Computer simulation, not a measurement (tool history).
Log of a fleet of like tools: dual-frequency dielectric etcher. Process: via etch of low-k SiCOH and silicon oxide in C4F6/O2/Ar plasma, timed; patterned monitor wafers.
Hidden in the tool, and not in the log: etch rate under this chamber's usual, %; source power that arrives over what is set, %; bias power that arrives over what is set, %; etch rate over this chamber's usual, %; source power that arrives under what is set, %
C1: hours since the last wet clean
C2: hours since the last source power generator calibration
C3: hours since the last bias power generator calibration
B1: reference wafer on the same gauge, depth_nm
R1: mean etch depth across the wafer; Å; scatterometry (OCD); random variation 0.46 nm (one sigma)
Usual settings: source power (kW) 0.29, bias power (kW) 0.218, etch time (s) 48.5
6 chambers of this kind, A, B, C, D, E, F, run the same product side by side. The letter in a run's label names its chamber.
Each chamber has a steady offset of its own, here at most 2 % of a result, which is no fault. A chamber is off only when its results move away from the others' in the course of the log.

Run 1C, day 0.254: usual settings; C1 274.2; C2 860.9; C3 690.6; B1 95.012. Result: R1 1100.1 Å.
Run 2B, day 0.475: usual settings; C1 13.9; C2 466.9; C3 785; B1 94.957. Result: R1 1090.8 Å.
Run 3D, day 0.721: usual settings; C1 25.6; C2 1335.5; C3 74.3; B1 95.058. Result: R1 1077 Å.
Run 4E, day 0.988: usual settings; C1 45.9; C2 608.4; C3 201.9; B1 95.103. Result: R1 1076.8 Å.
Run 5A, day 1.192: usual settings; C1 291.8; C2 1239.3; C3 297.5; B1 95.019. Result: R1 1093.4 Å.
Run 6F, day 1.521: usual settings; C1 199.4; C2 1526.2; C3 2549.1; B1 94.97. Result: R1 1088.6 Å.
Run 7B, day 1.812: usual settings; C1 46; C2 499; C3 817.1; B1 94.975. Result: R1 1098.1 Å.
Run 8C, day 2.167: usual settings; C1 320.1; C2 906.8; C3 736.5; B1 94.988. Result: R1 1092.9 Å.
Run 9A, day 2.383: usual settings; C1 320.4; C2 1267.9; C3 326.1; B1 95.043. Result: R1 1093.2 Å.
Run 10E, day 2.721: usual settings but source power (kW) 0.33; C1 87.5; C2 650; C3 243.5; B1 94.97. Result: R1 1125.7 Å.
Run 11D, day 2.971: usual settings but source power (kW) 0.33; C1 79.6; C2 1389.5; C3 128.3; B1 94.93. Result: R1 1129.7 Å.
Run 12F, day 3.154: usual settings but source power (kW) 0.33; C1 238.6; C2 1565.4; C3 2588.3; B1 95.071. Result: R1 1132 Å.
Run 13E, day 3.471: usual settings but source power (kW) 0.33; C1 105.5; C2 668; C3 261.5; B1 94.979. Result: R1 1132.2 Å.
Run 14C, day 3.825: usual settings but source power (kW) 0.33; C1 359.9; C2 946.6; C3 776.3; B1 94.928. Result: R1 1143.6 Å.
Run 15F, day 4.096: usual settings but source power (kW) 0.33; C1 261.2; C2 1588; C3 2610.9; B1 95.009. Result: R1 1146.8 Å.
Run 16D, day 4.392: usual settings but source power (kW) 0.24, etch time (s) 55.5; C1 113.7; C2 1423.6; C3 162.4; B1 94.937. Result: R1 1141.1 Å.
Run 17B, day 4.738: usual settings but source power (kW) 0.24, etch time (s) 55.5; C1 116.2; C2 569.2; C3 887.3; B1 95.02. Result: R1 1162.3 Å.
Run 18A, day 5.104: usual settings but source power (kW) 0.24, etch time (s) 55.5; C1 385.7; C2 1333.2; C3 391.4; B1 95.027. Result: R1 1155.8 Å.
At day 5.146: chamber A: wet clean of the chamber.
Run 19B, day 5.471: usual settings but source power (kW) 0.24, etch time (s) 55.5; C1 133.8; C2 586.8; C3 904.9; B1 95.067. Result: R1 1158.9 Å.
Run 20A, day 5.667: usual settings but source power (kW) 0.24, etch time (s) 55.5; C1 12.6; C2 1346.7; C3 404.9; B1 95.051. Result: R1 1094.7 Å.
Run 21D, day 5.858: usual settings but source power (kW) 0.24, etch time (s) 55.5; C1 148.9; C2 1458.8; C3 197.6; B1 94.956. Result: R1 1141.4 Å.
Run 22E, day 6.192: usual settings; C1 170.8; C2 733.3; C3 326.8; B1 94.991. Result: R1 1072.7 Å.
Run 23C, day 6.562: usual settings; C1 425.6; C2 1012.3; C3 842; B1 94.969. Result: R1 1082.5 Å.
Run 24F, day 6.796: usual settings; C1 326; C2 1652.8; C3 2675.7; B1 95.119. Result: R1 1083.2 Å.
Run 25C, day 7.129: usual settings; C1 439.2; C2 1025.9; C3 855.6; B1 94.988. Result: R1 1093.9 Å.
Run 26F, day 7.408: usual settings; C1 340.7; C2 1667.5; C3 2690.4; B1 95.036. Result: R1 1081.1 Å.
Run 27A, day 7.767: usual settings; C1 63; C2 1397.1; C3 455.3; B1 94.98. Result: R1 1030 Å.
Run 28D, day 7.946: usual settings; C1 199; C2 1508.9; C3 247.7; B1 94.904. Result: R1 1080.1 Å.
Run 29E, day 8.312: usual settings; C1 221.7; C2 784.2; C3 377.7; B1 95. Result: R1 1074.3 Å.
Run 30B, day 8.571: usual settings; C1 208.2; C2 661.2; C3 979.3; B1 94.96. Result: R1 1098 Å.
Run 31B, day 8.804: usual settings; C1 213.8; C2 666.8; C3 984.9; B1 94.992. Result: R1 1096 Å.
Run 32E, day 9.042: usual settings but source power (kW) 0.23, etch time (s) 36; C1 239.2; C2 801.7; C3 395.2; B1 95.044. Result: R1 729.62 Å.
Run 33C, day 9.254: usual settings but source power (kW) 0.23, etch time (s) 36; C1 490.2; C2 1076.9; C3 906.6; B1 94.969. Result: R1 740.47 Å.
Run 34A, day 9.588: usual settings but source power (kW) 0.23, etch time (s) 36; C1 106.7; C2 1440.8; C3 499; B1 94.976. Result: R1 705.7 Å.
Run 35F, day 9.838: usual settings but source power (kW) 0.23, etch time (s) 36; C1 399; C2 1725.8; C3 2748.7; B1 95.045. Result: R1 737.31 Å.
Run 36D, day 10.012: usual settings but source power (kW) 0.23, etch time (s) 36; C1 248.6; C2 1558.5; C3 297.3; B1 94.97. Result: R1 734.38 Å.
Run 37C, day 10.317: usual settings but source power (kW) 0.23, etch time (s) 36; C1 515.7; C2 1102.4; C3 932.1; B1 95.099. Result: R1 739.63 Å.
Run 38A, day 10.517: usual settings; C1 129; C2 1463.1; C3 521.3; B1 95.041. Result: R1 1036.6 Å.
Run 39D, day 10.792: usual settings; C1 267.3; C2 1577.2; C3 316; B1 94.981. Result: R1 1072.3 Å.

Is one chamber off against the others, does the gauge drift, or is nothing wrong? If a chamber is off, say which, and what the likeliest cause is.

A service left chamber A off against the others.
Cause: etch rate under this chamber's usual, % = 4.51.

Here are 4 candidates for chamber A's next run, each the usual settings with a change, their results left as question marks. Which one brings its results back in line with what the others give on the usual settings?
In line means no further than this from the other chambers' mean on the usual settings: R1 16 Å
Run 40A-1, day 11.075: usual settings but source power (kW) 0.26, bias power (kW) 0.198. Result: R1 ?.
Run 40A-2, day 11.075: usual settings but bias power (kW) 0.216, etch time (s) 46.5. Result: R1 ?.
Run 40A-3, day 11.075: usual settings but bias power (kW) 0.22, etch time (s) 50.5. Result: R1 ?.
Run 40A-4, day 11.075: usual settings but bias power (kW) 0.264. Result: R1 ?.

The other chambers' mean on the usual settings: R1 1083.7 Å
  run      R1
40A-1  962.46
40A-2  991.42
40A-3  1083.4
40A-4  1107.9
40A-3 brings the chamber back in line.

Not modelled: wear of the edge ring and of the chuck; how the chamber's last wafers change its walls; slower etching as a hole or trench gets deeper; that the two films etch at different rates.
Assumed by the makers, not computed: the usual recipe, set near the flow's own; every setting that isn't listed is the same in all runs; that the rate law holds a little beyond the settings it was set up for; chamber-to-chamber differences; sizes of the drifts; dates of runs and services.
